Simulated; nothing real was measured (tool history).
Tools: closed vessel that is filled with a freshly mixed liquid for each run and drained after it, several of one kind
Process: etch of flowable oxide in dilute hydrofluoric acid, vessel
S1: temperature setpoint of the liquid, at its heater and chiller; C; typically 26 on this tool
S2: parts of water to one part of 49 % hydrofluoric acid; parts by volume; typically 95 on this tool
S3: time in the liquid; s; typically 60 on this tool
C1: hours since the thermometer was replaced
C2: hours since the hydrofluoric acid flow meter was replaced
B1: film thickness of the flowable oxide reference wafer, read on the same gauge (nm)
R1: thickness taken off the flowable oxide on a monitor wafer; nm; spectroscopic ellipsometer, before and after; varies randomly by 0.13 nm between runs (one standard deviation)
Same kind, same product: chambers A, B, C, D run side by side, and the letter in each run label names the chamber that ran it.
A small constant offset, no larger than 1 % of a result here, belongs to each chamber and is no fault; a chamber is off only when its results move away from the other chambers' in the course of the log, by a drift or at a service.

run	hour	S1	S2	S3	C1	C2	B1	R1
1A	3.9	26	95	60	1900.7	1611.1	139.98	18.071
2B	12.6	26	95	60	1376.3	1316.7	140	18.554
3D	17.6	26	95	60	128.9	998.4	140	18.36
4C	25.2	26	95	60	1175.3	766.2	140.01	18.385
5D	30.3	26	95	60	141.6	1011.1	139.98	18.446
6A	37.7	26	95	60	1934.5	1644.9	139.99	18.325
7B	42.6	26	95	60	1406.3	1346.7	139.98	18.36
8C	47.1	29	70	60	1197.2	788.1	139.99	29.234
9D	53	29	70	60	164.3	1033.8	140	29.538
10C	60.3	29	70	60	1210.4	801.3	140	29.622
11A	68.8	29	70	60	1965.6	1676	139.99	28.68
12B	76.7	24	95	60	1440.4	1380.8	139.98	16.967
13C	84.2	24	95	60	1234.3	825.2	140.02	16.925
14D	91.8	24	95	60	203.1	1072.6	139.99	16.858
15B	95.9	24	95	60	1459.6	1400	140.01	17.244
16A	102.1	26	95	60	1998.9	1709.3	139.99	18.242
17A	107.2	30	95	60	2004	1714.4	140.01	21.009
18C	115.6	30	95	60	1265.7	856.6	140	21.602
19B	122.9	30	95	60	1486.6	1427	140.01	21.503
20D	129.7	30	95	60	241	1110.5	140.01	21.912
21D	134.7	26	95	60	246	1115.5	140.01	18.555
22C	142.4	26	95	60	1292.5	883.4	140	18.281
23A	147.8	26	95	60	2044.6	1755	139.99	18.227
24B	156.1	26	95	60	1519.8	1460.2	139.99	18.607
25C	164.3	26	95	60	1314.4	905.3	140.01	18.401
26D	170.8	26	95	60	282.1	1151.6	140	18.487
27A	176	26	95	60	2072.8	1783.2	140	18.055
28B	180.3	26	95	60	1544	1484.4	140.01	18.489
29A	187.7	26	95	60	2084.5	1794.9	139.98	18.295
# hour 188.4: chamber C: hydrofluoric acid flow meter replaced
30C	193.4	26	95	60	1343.5	5	139.99	18.322
31D	201	26	95	60	312.3	1181.8	139.99	18.612
32B	205.6	26	95	80	1569.3	1509.7	140.01	24.826
33C	210.1	26	95	80	1360.2	21.7	140	24.6
34B	215.5	26	95	80	1579.2	1519.6	140.01	24.387

Which is it: a chamber that has drifted or been left off by a service, a gauge drift common to all chambers, or only each chamber's usual small offset? If a chamber is off, name it and its likeliest cause.

Neither any chamber nor the gauge drifts; the chambers differ only by their own small, steady offsets.
